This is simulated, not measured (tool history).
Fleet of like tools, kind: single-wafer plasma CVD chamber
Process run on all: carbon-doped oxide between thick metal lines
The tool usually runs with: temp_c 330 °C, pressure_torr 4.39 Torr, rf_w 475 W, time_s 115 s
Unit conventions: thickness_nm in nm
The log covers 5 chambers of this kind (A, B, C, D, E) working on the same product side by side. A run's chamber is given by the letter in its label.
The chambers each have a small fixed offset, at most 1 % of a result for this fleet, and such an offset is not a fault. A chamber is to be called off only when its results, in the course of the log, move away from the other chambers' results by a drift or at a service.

run,hour,temp_c,pressure_torr,rf_w,time_s,"read-back reference wafer on the same gauge, thickness_nm",thickness_nm
1A,3.7,330,4.39,475,115,541.91,584.74
2B,8.4,330,4.39,475,115,541.73,586.84
3C,15.2,330,4.39,475,115,541.69,586.06
4E,20.3,330,4.39,475,115,541.74,585.99
5D,25.9,330,4.39,475,115,541.65,581.47
6E,32.6,330,4.39,475,115,541.29,585.96
7D,36.4,330,3.52,475,115,541.36,566.54
8B,42.4,330,3.52,475,115,541.24,565.95
9C,49.1,330,3.52,475,115,541.15,565.20
10A,55.4,330,3.52,475,115,540.95,567.14
11A,61.9,330,3.52,475,115,541.06,567.98
12E,66.5,330,4.39,475,115,540.78,585.79
13D,71.6,330,4.39,475,115,540.66,582.18
# hour 78.0: chamber E: capacitance manometer re-zeroed and calibrated
14C,78.5,330,4.39,475,115,540.60,585.38
15B,82.7,330,4.39,475,115,540.51,584.61
# hour 88.6: chamber C: thermocouple changed; heater temperature recalibrated
16E,89.2,330,4.39,475,115,540.40,584.13
17B,92.5,330,4.39,475,115,540.37,582.04
18D,98.1,330,4.39,475,134,540.21,677.70
19A,101.2,330,4.39,475,134,540.39,678.37
20C,105.7,330,4.39,475,134,540.11,677.56
21C,109.7,330,4.39,475,134,540.13,678.09
22B,114.9,330,4.39,475,134,540.04,679.35
23D,121.4,330,4.39,475,115,540.01,581.92
24A,125.2,330,4.39,475,115,540.15,583.37
25E,128.5,330,4.39,475,115,539.86,583.45
26E,132.9,330,4.39,475,115,540.02,584.52
27C,136.5,330,4.39,475,115,539.66,582.29
28B,141.2,330,4.39,475,115,539.86,582.67
29D,145.9,330,4.39,475,115,539.64,581.00
# hour 149.2: chamber B: thermocouple changed; heater temperature recalibrated
30A,152.7,330,4.39,475,115,539.42,582.94
31D,156.1,330,4.39,475,115,539.24,579.87
32C,162.6,330,4.39,475,115,539.16,580.43
33A,166.7,330,4.39,475,115,539.46,583.41
34E,171.3,330,4.39,475,115,539.00,584.06
35B,176.7,330,4.39,475,115,539.09,582.62
36E,180.5,330,4.39,475,115,538.98,582.56
37B,186.1,330,4.39,475,115,538.82,582.39
38D,192.3,330,4.39,475,115,538.72,579.32
39A,197.0,330,4.39,475,115,538.66,581.79
40C,202.6,330,4.39,475,115,538.81,580.68
41B,208.8,330,4.39,475,115,538.48,583.43
42E,213.5,330,4.39,475,115,538.38,580.14

All 5 chambers run these settings next. Forecast each chamber's results:
43A,218.4,330,5.01,475,115,,?
43B,218.4,330,5.01,475,115,,?
43C,218.4,330,5.01,475,115,,?
43D,218.4,330,5.01,475,115,,?
43E,218.4,330,5.01,475,115,,?

run,thickness_nm
43A,592.38
43B,595.55
43C,594.47
43D,592.19
43E,595.10

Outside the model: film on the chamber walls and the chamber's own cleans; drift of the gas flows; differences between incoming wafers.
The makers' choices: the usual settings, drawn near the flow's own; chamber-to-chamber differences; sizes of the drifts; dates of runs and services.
